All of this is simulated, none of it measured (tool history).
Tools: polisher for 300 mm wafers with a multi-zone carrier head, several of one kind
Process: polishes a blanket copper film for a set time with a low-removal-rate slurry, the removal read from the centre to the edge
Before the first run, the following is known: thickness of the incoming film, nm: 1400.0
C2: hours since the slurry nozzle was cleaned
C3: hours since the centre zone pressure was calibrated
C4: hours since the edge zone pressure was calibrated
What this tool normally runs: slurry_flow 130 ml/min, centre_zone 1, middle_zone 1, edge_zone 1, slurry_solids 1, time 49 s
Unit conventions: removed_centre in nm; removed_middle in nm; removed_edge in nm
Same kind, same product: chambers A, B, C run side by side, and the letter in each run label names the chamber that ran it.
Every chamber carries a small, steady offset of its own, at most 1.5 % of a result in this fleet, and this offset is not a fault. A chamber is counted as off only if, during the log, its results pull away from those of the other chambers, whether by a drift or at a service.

Run 1A, hour 12.4: usual settings; wafers polished on this pad 188; C2 630.3; C3 255.1; C4 519.2. Result: removed_centre 183.36 nm, removed_middle 185.3 nm, removed_edge 181.1 nm.
At hour 21.5: chamber B: worn pad replaced by a new one.
Run 2C, hour 21.6: usual settings; wafers polished on this pad 395; C2 760; C3 712.2; C4 163.2. Result: removed_centre 184.16 nm, removed_middle 181.41 nm, removed_edge 184.1 nm.
At hour 23.3: chamber C: centre zone pressure recalibrated.
At hour 32.5: chamber A: edge zone pressure recalibrated.
Run 3B, hour 33.8: usual settings; wafers polished on this pad 114; C2 220.9; C3 307.9; C4 423.3. Result: removed_centre 183.1 nm, removed_middle 183.41 nm, removed_edge 185.69 nm.
Run 4B, hour 41: usual settings; wafers polished on this pad 181; C2 228.1; C3 315.1; C4 430.5. Result: removed_centre 183.54 nm, removed_middle 183.6 nm, removed_edge 188.21 nm.
Run 5A, hour 51.1: usual settings; wafers polished on this pad 547; C2 669; C3 293.8; C4 18.7. Result: removed_centre 181.95 nm, removed_middle 185.91 nm, removed_edge 181.55 nm.
Run 6C, hour 59.6: usual settings; wafers polished on this pad 748; C2 798; C3 36.4; C4 201.2. Result: removed_centre 185.3 nm, removed_middle 188.71 nm, removed_edge 182.97 nm.
Run 7C, hour 69.7: usual settings; wafers polished on this pad 842; C2 808.1; C3 46.5; C4 211.3. Result: removed_centre 182.99 nm, removed_middle 177.62 nm, removed_edge 184.39 nm.
At hour 70.7: chamber C: worn pad replaced by a new one.
Run 8A, hour 76.9: usual settings; wafers polished on this pad 787; C2 694.8; C3 319.6; C4 44.5. Result: removed_centre 186.14 nm, removed_middle 179.7 nm, removed_edge 180.48 nm.
Run 9B, hour 83: usual settings; wafers polished on this pad 571; C2 270.1; C3 357.1; C4 472.5. Result: removed_centre 182.07 nm, removed_middle 181.37 nm, removed_edge 187.95 nm.
At hour 90.6: chamber A: worn pad replaced by a new one.
Run 10B, hour 94.2: usual settings; wafers polished on this pad 675; C2 281.3; C3 368.3; C4 483.7. Result: removed_centre 182.8 nm, removed_middle 184.47 nm, removed_edge 181.33 nm.
At hour 97.7: chamber A: slurry nozzle cleaned.
Run 11C, hour 101.3: usual settings; wafers polished on this pad 284; C2 839.7; C3 78.1; C4 242.9. Result: removed_centre 185.05 nm, removed_middle 184.21 nm, removed_edge 186.61 nm.
Run 12A, hour 112.6: usual settings; wafers polished on this pad 204; C2 15; C3 355.3; C4 80.2. Result: removed_centre 183.2 nm, removed_middle 181.98 nm, removed_edge 182.98 nm.
At hour 119.9: chamber C: slurry nozzle cleaned.
Run 13C, hour 121.2: usual settings; wafers polished on this pad 469; C2 1.3; C3 98; C4 262.8. Result: removed_centre 184.58 nm, removed_middle 179.39 nm, removed_edge 184.39 nm.
Run 14A, hour 132.5: usual settings; wafers polished on this pad 389; C2 34.9; C3 375.2; C4 100.1. Result: removed_centre 183.56 nm, removed_middle 182.34 nm, removed_edge 185.55 nm.
At hour 133.8: chamber A: centre zone pressure recalibrated.
Run 15B, hour 143.4: usual settings; wafers polished on this pad 1132; C2 330.5; C3 417.5; C4 532.9. Result: removed_centre 179.94 nm, removed_middle 184.48 nm, removed_edge 184.17 nm.
At hour 148.1: chamber B: worn pad replaced by a new one.
Run 16B, hour 151.5: usual settings but slurry_flow 150 ml/min; wafers polished on this pad 31; C2 338.6; C3 425.6; C4 541. Result: removed_centre 185.02 nm, removed_middle 188.32 nm, removed_edge 193.32 nm.
At hour 157.8: chamber C: worn pad replaced by a new one.
Run 17A, hour 163.1: usual settings but slurry_flow 150 ml/min; wafers polished on this pad 673; C2 65.5; C3 29.3; C4 130.7. Result: removed_centre 170.67 nm, removed_middle 191.62 nm, removed_edge 188.58 nm.
Run 18C, hour 172.6: usual settings but slurry_flow 150 ml/min; wafers polished on this pad 137; C2 52.7; C3 149.4; C4 314.2. Result: removed_centre 189.49 nm, removed_middle 184.4 nm, removed_edge 186.15 nm.
At hour 182.3: chamber A: worn pad replaced by a new one.
Run 19B, hour 184.3: usual settings; wafers polished on this pad 336; C2 371.4; C3 458.4; C4 573.8. Result: removed_centre 182.54 nm, removed_middle 184.09 nm, removed_edge 185.46 nm.
Run 20C, hour 196.5: usual settings; wafers polished on this pad 359; C2 76.6; C3 173.3; C4 338.1. Result: removed_centre 185.97 nm, removed_middle 182.25 nm, removed_edge 185.62 nm.
Run 21A, hour 205.5: usual settings; wafers polished on this pad 216; C2 107.9; C3 71.7; C4 173.1. Result: removed_centre 164.64 nm, removed_middle 185.45 nm, removed_edge 184.42 nm.
Run 22A, hour 211.5: usual settings; wafers polished on this pad 271; C2 113.9; C3 77.7; C4 179.1. Result: removed_centre 166.64 nm, removed_middle 188.36 nm, removed_edge 183.97 nm.
Run 23C, hour 220.4: usual settings; wafers polished on this pad 581; C2 100.5; C3 197.2; C4 362. Result: removed_centre 185.19 nm, removed_middle 186.27 nm, removed_edge 181.13 nm.
Run 24B, hour 228: usual settings; wafers polished on this pad 742; C2 415.1; C3 502.1; C4 617.5. Result: removed_centre 182.76 nm, removed_middle 179.21 nm, removed_edge 185.73 nm.
At hour 235.4: chamber C: worn pad replaced by a new one.
Run 25B, hour 236.1: usual settings; wafers polished on this pad 817; C2 423.2; C3 510.2; C4 625.6. Result: removed_centre 181.3 nm, removed_middle 181.6 nm, removed_edge 183.08 nm.
Run 26A, hour 245.2: usual settings; wafers polished on this pad 584; C2 147.6; C3 111.4; C4 212.8. Result: removed_centre 164.66 nm, removed_middle 183.27 nm, removed_edge 185.39 nm.
Run 27C, hour 250.8: usual settings; wafers polished on this pad 143; C2 130.9; C3 227.6; C4 392.4. Result: removed_centre 182.57 nm, removed_middle 180.44 nm, removed_edge 182.87 nm.
Run 28C, hour 256.7: usual settings but slurry_flow 165 ml/min, time 33 s; wafers polished on this pad 198; C2 136.8; C3 233.5; C4 398.3. Result: removed_centre 131.58 nm, removed_middle 131.95 nm, removed_edge 129.96 nm.
At hour 258.3: chamber A: worn pad replaced by a new one.
Run 29A, hour 267.3: usual settings but slurry_flow 165 ml/min, time 33 s; wafers polished on this pad 84; C2 169.7; C3 133.5; C4 234.9. Result: removed_centre 116.2 nm, removed_middle 131.01 nm, removed_edge 124.51 nm.
Run 30B, hour 272.8: usual settings but slurry_flow 165 ml/min, time 33 s; wafers polished on this pad 1158; C2 459.9; C3 546.9; C4 662.3. Result: removed_centre 129.33 nm, removed_middle 127.37 nm, removed_edge 129.05 nm.
At hour 275.4: chamber B: worn pad replaced by a new one.
Run 31A, hour 282.6: usual settings but centre_zone 0.96, time 60 s; wafers polished on this pad 226; C2 185; C3 148.8; C4 250.2. Result: removed_centre 195.51 nm, removed_middle 224.64 nm, removed_edge 222.61 nm.
At hour 288.5: chamber B: edge zone pressure recalibrated.
Run 32B, hour 288.5: usual settings but centre_zone 0.96, time 60 s; wafers polished on this pad 122; C2 475.6; C3 562.6; C4 0.1. Result: removed_centre 213.42 nm, removed_middle 220.6 nm, removed_edge 230.11 nm.
Run 33C, hour 294.2: usual settings but centre_zone 0.96, time 60 s; wafers polished on this pad 546; C2 174.3; C3 271; C4 435.8. Result: removed_centre 216.34 nm, removed_middle 224.08 nm, removed_edge 227.22 nm.

Next, every chamber runs the same settings. What will each give?
Run 34A, hour 303.1: usual settings. Result: removed_centre ?, removed_middle ?, removed_edge ?.
Run 34B, hour 303.1: usual settings. Result: removed_centre ?, removed_middle ?, removed_edge ?.
Run 34C, hour 303.1: usual settings. Result: removed_centre ?, removed_middle ?, removed_edge ?.

run  removed_centre  removed_middle  removed_edge
34A          165.48          184.85        182.75
34B          182.35          183.37         183.3
34C          186.66          182.27        181.78
